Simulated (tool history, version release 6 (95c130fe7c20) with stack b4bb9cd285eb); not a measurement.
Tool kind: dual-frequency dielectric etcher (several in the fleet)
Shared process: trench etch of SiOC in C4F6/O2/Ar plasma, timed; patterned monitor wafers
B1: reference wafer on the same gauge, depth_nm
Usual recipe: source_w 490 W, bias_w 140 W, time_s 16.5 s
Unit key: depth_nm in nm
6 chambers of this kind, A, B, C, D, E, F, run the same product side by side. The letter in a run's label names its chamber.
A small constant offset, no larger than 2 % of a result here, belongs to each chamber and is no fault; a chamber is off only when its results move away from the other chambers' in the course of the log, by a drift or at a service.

-- day=0.104 chamber B: wet clean of the chamber
run 1A day=0.338 | source_w=490 bias_w=140 time_s=16.5 | B1=30.663 | depth_nm=34.117
run 2D day=0.512 | source_w=490 bias_w=140 time_s=16.5 | B1=30.732 | depth_nm=34.569
run 3C day=0.804 | source_w=490 bias_w=140 time_s=16.5 | B1=30.679 | depth_nm=34.415
run 4B day=1.008 | source_w=490 bias_w=140 time_s=16.5 | B1=30.704 | depth_nm=33.759
run 5F day=1.208 | source_w=490 bias_w=140 time_s=16.5 | B1=30.713 | depth_nm=33.998
run 6E day=1.417 | source_w=490 bias_w=140 time_s=16.5 | B1=30.713 | depth_nm=34.559
run 7E day=1.646 | source_w=490 bias_w=140 time_s=16.5 | B1=30.68 | depth_nm=34.039
run 8B day=2.004 | source_w=490 bias_w=140 time_s=16.5 | B1=30.667 | depth_nm=34.167
run 9C day=2.271 | source_w=490 bias_w=140 time_s=16.5 | B1=30.648 | depth_nm=34.336
run 10A day=2.542 | source_w=490 bias_w=140 time_s=16.5 | B1=30.678 | depth_nm=33.667
run 11F day=2.821 | source_w=490 bias_w=140 time_s=16.5 | B1=30.716 | depth_nm=34.384
run 12D day=3.183 | source_w=490 bias_w=140 time_s=16.5 | B1=30.706 | depth_nm=34.658
run 13E day=3.533 | source_w=490 bias_w=140 time_s=16.5 | B1=30.724 | depth_nm=34.049
run 14A day=3.854 | source_w=490 bias_w=140 time_s=16.5 | B1=30.687 | depth_nm=33.578
run 15B day=4.146 | source_w=490 bias_w=140 time_s=16.5 | B1=30.644 | depth_nm=34.161
run 16F day=4.404 | source_w=490 bias_w=140 time_s=16.5 | B1=30.661 | depth_nm=34.506
run 17D day=4.596 | source_w=490 bias_w=140 time_s=16.5 | B1=30.659 | depth_nm=34.573
run 18C day=4.942 | source_w=490 bias_w=140 time_s=16.5 | B1=30.653 | depth_nm=34.001
run 19D day=5.2 | source_w=450 bias_w=140 time_s=20.5 | B1=30.68 | depth_nm=41.893
run 20F day=5.542 | source_w=450 bias_w=140 time_s=20.5 | B1=30.705 | depth_nm=41.583
run 21C day=5.775 | source_w=450 bias_w=140 time_s=20.5 | B1=30.674 | depth_nm=41.304
run 22E day=6.067 | source_w=450 bias_w=140 time_s=20.5 | B1=30.736 | depth_nm=41.004
run 23B day=6.325 | source_w=450 bias_w=140 time_s=20.5 | B1=30.658 | depth_nm=41.24
run 24A day=6.692 | source_w=450 bias_w=140 time_s=20.5 | B1=30.706 | depth_nm=41.197
-- day=6.729 chamber D: bias power generator calibrated
run 25F day=6.883 | source_w=490 bias_w=140 time_s=16.5 | B1=30.689 | depth_nm=34.193
run 26C day=7.133 | source_w=490 bias_w=140 time_s=16.5 | B1=30.701 | depth_nm=34.372
run 27A day=7.467 | source_w=490 bias_w=140 time_s=16.5 | B1=30.703 | depth_nm=33.716
run 28E day=7.829 | source_w=490 bias_w=140 time_s=16.5 | B1=30.689 | depth_nm=34.506
run 29D day=8.017 | source_w=490 bias_w=140 time_s=16.5 | B1=30.705 | depth_nm=34.759
run 30B day=8.238 | source_w=490 bias_w=140 time_s=16.5 | B1=30.66 | depth_nm=34.192
-- day=8.379 chamber F: wet clean of the chamber
-- day=8.408 chamber C: wet clean of the chamber
run 31B day=8.458 | source_w=490 bias_w=140 time_s=16.5 | B1=30.679 | depth_nm=34.128
run 32C day=8.812 | source_w=490 bias_w=140 time_s=16.5 | B1=30.73 | depth_nm=34.629
run 33A day=9.104 | source_w=490 bias_w=140 time_s=16.5 | B1=30.715 | depth_nm=33.811
run 34F day=9.333 | source_w=490 bias_w=140 time_s=16.5 | B1=30.704 | depth_nm=34.279
run 35E day=9.592 | source_w=490 bias_w=140 time_s=16.5 | B1=30.777 | depth_nm=34.296
run 36D day=9.804 | source_w=490 bias_w=129 time_s=13 | B1=30.764 | depth_nm=26.838
run 37C day=10.112 | source_w=490 bias_w=129 time_s=13 | B1=30.717 | depth_nm=26.135
run 38B day=10.4 | source_w=490 bias_w=129 time_s=13 | B1=30.726 | depth_nm=26.194

Read the log: is a single chamber off, either drifting away or since a service, is the gauge that measures every chamber drifting, or is nothing wrong beyond small per-chamber offsets? Name any odd chamber and what most likely caused it.

No chamber is off and the gauge is stable; the differences are just each chamber's small, constant offset.

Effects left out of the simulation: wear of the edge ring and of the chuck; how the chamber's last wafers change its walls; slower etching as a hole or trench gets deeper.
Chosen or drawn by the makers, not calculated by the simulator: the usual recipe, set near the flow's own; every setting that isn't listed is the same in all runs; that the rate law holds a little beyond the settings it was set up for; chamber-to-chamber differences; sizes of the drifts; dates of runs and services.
